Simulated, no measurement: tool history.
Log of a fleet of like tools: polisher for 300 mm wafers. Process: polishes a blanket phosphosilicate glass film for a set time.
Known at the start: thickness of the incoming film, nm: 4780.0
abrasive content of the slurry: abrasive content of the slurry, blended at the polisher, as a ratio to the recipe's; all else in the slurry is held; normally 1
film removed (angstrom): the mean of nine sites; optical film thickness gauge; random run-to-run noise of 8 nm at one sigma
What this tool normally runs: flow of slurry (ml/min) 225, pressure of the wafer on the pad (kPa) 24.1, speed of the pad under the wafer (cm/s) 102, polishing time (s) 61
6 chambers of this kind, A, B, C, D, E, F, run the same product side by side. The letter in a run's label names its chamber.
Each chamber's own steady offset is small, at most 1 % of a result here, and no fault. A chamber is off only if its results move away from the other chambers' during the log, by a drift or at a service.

run	day	flow of slurry (ml/min)	pressure of the wafer on the pad (kPa)	speed of the pad under the wafer (cm/s)	abrasive content of the slurry	polishing time (s)	wafers polished on this pad	hours since the slurry nozzle was cleaned	hours since the head pressure was calibrated	hours since the slurry blender was calibrated	hours since the conditioning disc was replaced	film removed (angstrom)
# day 0.217: chamber C: conditioning disc replaced and pad reconditioned
# day 0.346: chamber D: slurry blender recalibrated
1C	0.404	225	24.1	102	1	61	161	641.9	220.5	11.6	4.6	6419.4
# day 0.429: chamber D: worn pad replaced by a new one
# day 0.7: chamber E: worn pad replaced by a new one
2F	0.892	225	24.1	102	1	61	457	347.2	205.9	231.7	39.7	6491.2
3B	1.225	225	24.1	102	1	61	1022	585.3	571.7	67.7	401	6612.2
4A	1.558	225	24.1	102	1	61	541	599.2	553.9	68.5	78.9	6425.3
5E	1.925	225	24.1	102	1	61	288	111.1	343.4	71.8	95.7	6603.9
# day 2.092: chamber B: worn pad replaced by a new one
# day 2.379: chamber F: worn pad replaced by a new one
6D	2.412	175	24.1	102	1	61	467	731.2	282.5	49.6	414.7	6348.3
# day 2.821: chamber E: head pressure recalibrated
7B	2.917	175	24.1	102	1	61	194	625.9	612.3	108.3	441.6	6489.1
# day 2.925: chamber C: worn pad replaced by a new one
# day 2.983: chamber A: worn pad replaced by a new one
# day 3.204: chamber A: slurry blender recalibrated
8C	3.225	175	24.1	102	1	61	71	709.6	288.2	79.3	72.3	6350.5
# day 3.229: chamber D: slurry nozzle cleaned
# day 3.583: chamber F: slurry nozzle cleaned
9F	3.733	175	24.1	102	1	61	319	3.7	274.1	299.9	107.9	6383.4
# day 3.829: chamber D: worn pad replaced by a new one
# day 3.946: chamber C: conditioning disc replaced and pad reconditioned
10A	4.112	175	24.1	102	1	61	266	660.5	615.2	21.8	140.2	6439
# day 4.417: chamber F: conditioning disc replaced and pad reconditioned
# day 4.429: chamber F: slurry blender recalibrated
11E	4.483	175	24.1	102	1	61	891	172.5	39.9	133.2	157.1	6393
# day 4.554: chamber E: worn pad replaced by a new one
# day 4.908: chamber C: slurry nozzle cleaned
12D	4.954	225	24.1	102	1	61	265	41.5	343.5	110.6	475.7	6667.3
13B	5.308	225	24.1	102	1	61	758	683.3	669.7	165.7	499	6631.9
14F	5.721	225	24.1	102	1	61	788	51.4	321.8	31.1	31.3	6609
15C	6.079	225	24.1	102	1	61	743	28.1	356.7	147.8	51.3	6480.8
# day 6.1: chamber A: head pressure recalibrated
# day 6.375: chamber F: worn pad replaced by a new one
# day 6.442: chamber E: conditioning disc replaced and pad reconditioned
# day 6.479: chamber A: worn pad replaced by a new one
16D	6.5	225	24.1	102	1	61	629	78.6	380.6	147.7	512.8	6505.3
17A	6.854	225	24.1	86	1	61	89	726.3	18.1	87.6	206	5846.2
# day 6.858: chamber C: slurry blender recalibrated
# day 6.883: chamber C: worn pad replaced by a new one
18E	7.2	225	24.1	86	1	61	624	237.7	105.1	198.4	18.2	5760.5
# day 7.525: chamber D: worn pad replaced by a new one
# day 7.671: chamber B: slurry nozzle cleaned
# day 7.675: chamber A: slurry blender recalibrated
19F	7.746	225	24.1	86	1	61	323	100	370.4	79.7	79.9	5628
# day 7.954: chamber B: worn pad replaced by a new one
# day 8.192: chamber D: conditioning disc replaced and pad reconditioned
# day 8.217: chamber C: conditioning disc replaced and pad reconditioned
20B	8.296	225	24.1	86	1	61	80	15.1	741.4	237.4	570.7	5686.5
# day 8.704: chamber E: worn pad replaced by a new one
21A	8.733	225	24.1	86	1	61	532	771.4	63.2	25.5	251.1	5714.4
# day 8.758: chamber B: conditioning disc replaced and pad reconditioned
22E	9.275	225	24.1	86	1	61	135	287.5	154.9	248.2	68	5677.4
23C	9.8	225	24.1	102	1	61	687	117.4	446	70.6	38.1	6399.5
# day 10.133: chamber D: head pressure recalibrated
24D	10.196	225	24.1	102	1	61	629	167.3	1.5	236.4	48.1	6403.2
# day 10.258: chamber F: conditioning disc replaced and pad reconditioned
# day 10.262: chamber A: worn pad replaced by a new one
# day 10.442: chamber F: worn pad replaced by a new one
25C	10.688	225	24.1	102	1	61	896	138.7	467.3	91.9	59.4	6629.5
# day 10.812: chamber C: worn pad replaced by a new one
# day 10.908: chamber A: conditioning disc replaced and pad reconditioned
26F	11.096	225	24.1	102	1	61	154	180.4	450.8	160.1	20.1	6147.9
# day 11.188: chamber E: slurry blender recalibrated
# day 11.571: chamber D: worn pad replaced by a new one
27A	11.604	225	24.1	102	1	61	316	840.3	132.1	94.4	16.8	6531.1
# day 11.938: chamber A: slurry blender recalibrated
28B	12.038	225	24.1	102	1	61	962	104.9	831.2	327.2	78.8	6570.3
# day 12.154: chamber C: slurry blender recalibrated
# day 12.367: chamber E: worn pad replaced by a new one
# day 12.412: chamber C: conditioning disc replaced and pad reconditioned
29E	12.45	225	24.1	102	1	61	20	363.7	231.1	30.3	144.2	6558.4
30D	12.988	225	24.1	102	1	61	334	234.3	68.5	303.4	115.1	6592.6
31A	13.333	225	24.1	102	1	61	724	881.8	173.6	33.6	58.3	6824.5
# day 13.629: chamber B: worn pad replaced by a new one
32F	13.633	225	24.1	102	1	61	752	241.3	511.7	221	81	6269.5
# day 13.925: chamber A: worn pad replaced by a new one
33D	13.95	225	30.3	102	1	74	561	257.4	91.6	326.5	138.2	10071
# day 14.138: chamber F: worn pad replaced by a new one
# day 14.267: chamber C: worn pad replaced by a new one
34C	14.267	225	30.3	102	1	74	0	224.6	553.2	50.7	44.5	9976.5
35E	14.667	225	30.3	102	1	74	542	416.9	284.3	83.5	197.4	10090
# day 15.054: chamber E: conditioning disc replaced and pad reconditioned
# day 15.079: chamber D: worn pad replaced by a new one
36B	15.15	225	30.3	102	1	74	359	179.6	905.9	401.9	153.5	10010
37C	15.7	225	30.3	102	1	74	338	259	587.6	85.1	78.9	10054
# day 15.804: chamber E: worn pad replaced by a new one
# day 15.858: chamber F: conditioning disc replaced and pad reconditioned
38B	15.967	225	30.3	102	1	74	551	199.2	925.5	421.5	173.1	10108
39F	16.362	225	24.1	132	1	61	524	306.8	577.2	286.5	12.2	7416
# day 16.429: chamber A: slurry blender recalibrated
# day 16.475: chamber C: conditioning disc replaced and pad reconditioned
40A	16.796	225	24.1	132	1	61	677	964.9	256.7	8.9	141.4	8310.2
# day 16.979: chamber E: slurry nozzle cleaned
41E	17.262	225	24.1	132	1	61	344	6.9	346.6	145.8	53	8086.4
42D	17.688	225	24.1	132	1	61	614	347.1	181.3	416.2	227.9	7909.9
# day 17.842: chamber F: slurry nozzle cleaned
# day 17.867: chamber F: worn pad replaced by a new one
# day 18.096: chamber C: worn pad replaced by a new one
43F	18.238	225	24.1	132	1	61	87	9.6	622.2	331.5	57.2	7332.8
# day 18.533: chamber C: slurry blender recalibrated
44C	18.621	225	24.1	132	1	61	124	329.1	657.7	2.2	51.6	8033.3

Is one chamber out of step, is the gauge drifting, or do the chambers differ by no more than their own small offsets? For an off chamber, give its letter and the likeliest cause.

Little by little, chamber F moves away from the other chambers.
Cause: head's pressure below its setpoint, % = 9.43.

Below are 4 candidate recipes for chamber F's next run, each the usual settings with a change, their results shown as question marks. Which of them brings F's results back in line with what the other chambers give on the usual settings?
Maximum distance from the other chambers' mean on the usual settings for a result to count as in line: film removed (angstrom) 280
45F-1	19.021	225	20.7	102	0.95	61						?
45F-2	19.021	225	25.5	102	1	64						?
45F-3	19.021	225	25.5	108	1	65						?
45F-4	19.021	225	22.8	98	1	61						?

Average result of the remaining chambers running the usual settings: film removed (angstrom) 6583.7
run	film removed (angstrom)
45F-1	5075.5
45F-2	6701.8
45F-3	7126.6
45F-4	5526.2
45F-2 brings the chamber back in line.

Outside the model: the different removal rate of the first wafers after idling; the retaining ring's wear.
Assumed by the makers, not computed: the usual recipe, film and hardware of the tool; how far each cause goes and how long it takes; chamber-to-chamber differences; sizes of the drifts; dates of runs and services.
